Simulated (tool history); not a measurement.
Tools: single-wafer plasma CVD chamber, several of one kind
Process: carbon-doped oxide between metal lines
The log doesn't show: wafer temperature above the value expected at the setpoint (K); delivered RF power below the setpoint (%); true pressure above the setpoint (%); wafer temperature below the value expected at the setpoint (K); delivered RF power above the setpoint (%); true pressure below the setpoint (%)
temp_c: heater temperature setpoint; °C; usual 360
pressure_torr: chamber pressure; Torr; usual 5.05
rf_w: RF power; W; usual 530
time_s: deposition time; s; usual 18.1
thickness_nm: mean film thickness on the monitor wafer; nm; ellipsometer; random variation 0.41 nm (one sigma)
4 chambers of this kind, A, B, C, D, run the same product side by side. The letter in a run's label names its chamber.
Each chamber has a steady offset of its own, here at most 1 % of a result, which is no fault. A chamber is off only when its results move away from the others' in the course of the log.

run,hour,temp_c,pressure_torr,rf_w,time_s,hours since the last thermocouple change,hours since the last RF generator calibration,hours since the last manometer calibration,"read-back reference wafer on the same gauge, thickness_nm",thickness_nm
1D,4.4,360,5.05,530,18.1,219.2,512.1,700.8,104.85,94.968
2B,11.6,360,5.05,530,18.1,1382.4,1266.4,710.1,104.90,94.608
3C,17.3,360,5.05,530,18.1,238.3,1401.0,99.6,104.99,94.932
4A,26.4,360,5.05,530,18.1,1312.4,541.0,1791.3,104.90,94.847
5B,36.3,360,5.05,530,18.1,1407.1,1291.1,734.8,104.84,95.203
6C,42.1,360,5.05,530,18.1,263.1,1425.8,124.4,104.98,94.768
7D,51.2,360,5.05,530,18.1,266.0,558.9,747.6,105.04,93.240
8A,57.7,360,5.05,530,18.1,1343.7,572.3,1822.6,104.88,95.014
9D,63.3,360,5.05,530,18.1,278.1,571.0,759.7,104.94,94.473
10A,69.2,360,5.05,530,18.1,1355.2,583.8,1834.1,104.80,94.365
11C,77.2,368,5.05,530,18.1,298.2,1460.9,159.5,105.08,92.833
12B,81.9,368,5.05,530,18.1,1452.7,1336.7,780.4,104.81,92.580
13A,92.1,368,5.05,530,18.1,1378.1,606.7,1857.0,104.78,93.073
14B,99.1,368,5.05,530,18.1,1469.9,1353.9,797.6,104.90,92.295
15C,106.2,360,5.05,530,18.1,327.2,1489.9,188.5,105.08,95.371
16D,116.3,360,5.05,530,18.1,331.1,624.0,812.7,104.87,94.455
17C,126.3,360,5.05,530,18.1,347.3,1510.0,208.6,104.96,95.085
18D,131.6,360,5.05,530,18.1,346.4,639.3,828.0,104.83,94.720
19B,139.8,360,5.05,530,18.1,1510.6,1394.6,838.3,104.98,94.976
20A,149.8,360,5.05,605,18.1,1435.8,664.4,1914.7,105.06,101.220
21C,159.7,360,5.05,605,18.1,380.7,1543.4,242.0,104.89,103.080
22D,166.9,360,5.05,605,18.1,381.7,674.6,863.3,104.86,102.690
23A,175.5,360,5.05,605,18.1,1461.5,690.1,1940.4,104.99,101.370
24B,182.3,360,5.05,530,18.1,1553.1,1437.1,880.8,104.98,94.430
25A,192.2,360,5.05,625,14.8,1478.2,706.8,1957.1,104.81,84.414
26C,198.7,360,5.05,625,14.8,419.7,1582.4,281.0,104.89,85.818
27B,207.6,360,5.05,625,14.8,1578.4,1462.4,906.1,104.72,86.216
28D,212.2,360,5.05,625,14.8,427.0,719.9,908.6,104.88,84.756
29D,219.5,360,5.05,590,18.1,434.3,727.2,915.9,104.89,100.270
30A,228.5,360,5.05,590,18.1,1514.5,743.1,1993.4,104.95,98.878
31B,236.1,360,5.05,590,18.1,1606.9,1490.9,934.6,104.95,101.680
32C,242.1,360,5.05,590,18.1,463.1,1625.8,324.4,104.84,101.510
33C,249.8,360,5.05,530,18.1,470.8,1633.5,332.1,104.94,95.432
34D,257.3,360,5.05,530,18.1,472.1,765.0,953.7,104.87,93.820
35B,262.7,360,5.05,530,18.1,1633.5,1517.5,961.2,104.84,94.635
36A,272.4,360,5.05,530,18.1,1558.4,787.0,2037.3,104.95,91.861
37C,281.5,360,5.05,530,18.1,502.5,1665.2,363.8,104.80,95.499
38B,286.5,360,5.05,530,18.1,1657.3,1541.3,985.0,104.96,95.528
39A,295.1,360,5.05,530,18.1,1581.1,809.7,2060.0,104.89,91.452
40D,303.6,360,5.05,530,18.1,518.4,811.3,1000.0,104.79,93.190
41C,312.7,360,5.05,530,18.1,533.7,1696.4,395.0,104.85,95.369
42A,318.8,360,5.05,530,18.1,1604.8,833.4,2083.7,104.87,90.731
43D,327.3,360,5.05,530,18.1,542.1,835.0,1023.7,104.93,93.160
44B,335.5,360,5.05,530,18.1,1706.3,1590.3,1034.0,104.86,94.992

Next, every chamber runs the same settings. What will each give?
45A,342.7,360,5.05,530,18.1,,,,,?
45B,342.7,360,5.05,530,18.1,,,,,?
45C,342.7,360,5.05,530,18.1,,,,,?
45D,342.7,360,5.05,530,18.1,,,,,?

run,thickness_nm
45A,89.823
45B,94.618
45C,95.205
45D,94.324

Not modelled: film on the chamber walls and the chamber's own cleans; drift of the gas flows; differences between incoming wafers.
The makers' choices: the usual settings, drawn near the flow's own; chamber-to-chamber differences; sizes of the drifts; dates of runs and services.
